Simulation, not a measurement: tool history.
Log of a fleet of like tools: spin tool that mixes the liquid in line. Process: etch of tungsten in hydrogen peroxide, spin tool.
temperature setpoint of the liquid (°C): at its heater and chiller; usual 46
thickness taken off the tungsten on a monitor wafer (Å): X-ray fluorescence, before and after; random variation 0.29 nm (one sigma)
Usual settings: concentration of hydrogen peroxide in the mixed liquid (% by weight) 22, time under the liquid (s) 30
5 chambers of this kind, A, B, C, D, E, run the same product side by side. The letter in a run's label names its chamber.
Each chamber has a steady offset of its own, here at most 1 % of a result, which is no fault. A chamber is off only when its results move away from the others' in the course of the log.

run,hour,temperature setpoint of the liquid (°C),concentration of hydrogen peroxide in the mixed liquid (% by weight),time under the liquid (s),hours since the thermometer was replaced,hours since the peroxide flow meter was replaced,hours since the heated supply line was repaired,hours since the drum of peroxide was connected,"read-back film thickness of the tungsten reference wafer, read on the same gauge (nm)",thickness taken off the tungsten on a monitor wafer (Å)
# hour 6.1: chamber A: peroxide flow meter replaced
1B,11.1,46,22,30,333.6,76.1,1650.1,1093.7,50.051,589.55
2C,26.2,46,22,30,215.6,1088.4,1832.9,409.5,49.971,582.96
3D,40.2,46,22,30,1957.3,2302.6,1199.2,1209.6,49.973,585.81
4A,48.6,46,22,30,158.3,42.6,402.4,1163,49.936,583.69
# hour 50.7: chamber D: peroxide flow meter replaced
5E,57.7,46,22,30,1010.3,293.2,1205.3,226.6,50.031,576.86
# hour 59.5: chamber C: new drum of peroxide connected
6E,69.2,50.5,22,40,1021.8,304.7,1216.8,238.1,50.012,1015.9
7C,79,50.5,22,40,268.4,1141.2,1885.7,19.6,50.025,1024.8
8A,90.4,50.5,22,40,200.1,84.4,444.2,1204.8,50.038,1033.5
# hour 95.7: chamber B: new drum of peroxide connected
9D,98.4,50.5,22,40,2015.5,47.8,1257.4,1267.8,49.969,1033.9
10B,113.2,50.5,22,40,435.7,178.2,1752.2,17.6,50.063,1037.2
11D,120.2,46,22,30,2037.3,69.6,1279.2,1289.6,50.079,587.8
12A,133.9,46,22,30,243.6,127.9,487.7,1248.3,50.062,579.58
13E,145,46,22,30,1097.6,380.5,1292.6,313.9,49.967,584.27
# hour 157.3: chamber A: new drum of peroxide connected
14B,159.2,46,22,30,481.7,224.2,1798.2,63.6,49.995,592.98
15C,174.8,46,22,30,364.2,1237,1981.5,115.4,50.017,585.04
16B,187.8,46,22,30,510.3,252.8,1826.8,92.2,50.006,586.66
17C,194.9,46,22,30,384.3,1257.1,2001.6,135.5,50.016,581.47
18E,205.1,46,22,30,1157.7,440.6,1352.7,374,49.961,580.46
# hour 210.7: chamber C: heated supply line repaired
19A,214.8,46,22,30,324.5,208.8,568.6,57.5,49.995,584.32
# hour 216.6: chamber E: new drum of peroxide connected
20D,230.1,46,22,30,2147.2,179.5,1389.1,1399.5,50.034,587.63
21E,243.6,46,22,30,1196.2,479.1,1391.2,27,49.998,585.41
22C,250.8,46,22,30,440.2,1313,40.1,191.4,49.999,587.59
23B,259.9,46,22,30,582.4,324.9,1898.9,164.3,50.013,591.96
24A,270.7,46,22,30,380.4,264.7,624.5,113.4,50.006,583.15
25D,283.6,46,22,30,2200.7,233,1442.6,1453,50.017,581.74
26A,290.9,46,22,30,400.6,284.9,644.7,133.6,49.985,583.6
27C,305.7,46,22,30,495.1,1367.9,95,246.3,49.972,585.99
28B,314.9,46,22,30,637.4,379.9,1953.9,219.3,50.002,587.84
29E,324.9,46,22,30,1277.5,560.4,1472.5,108.3,50.042,580.17
30D,334.7,46,22,30,2251.8,284.1,1493.7,1504.1,50.013,585.2
31B,342.1,46,22,30,664.6,407.1,1981.1,246.5,50.052,586.87
32D,351.9,46,22,30,2269,301.3,1510.9,1521.3,49.989,581.97
33C,359.7,51,22,30,549.1,1421.9,149,300.3,50.053,794.75
34E,369.5,51,22,30,1322.1,605,1517.1,152.9,49.985,789.63

All 5 chambers run these settings next. Forecast each chamber's results:
35A,380.7,46,22,30,,,,,,?
35B,380.7,46,22,30,,,,,,?
35C,380.7,46,22,30,,,,,,?
35D,380.7,46,22,30,,,,,,?
35E,380.7,46,22,30,,,,,,?

run,thickness taken off the tungsten on a monitor wafer (Å)
35A,587.86
35B,589.49
35C,584.4
35D,585.05
35E,578.13
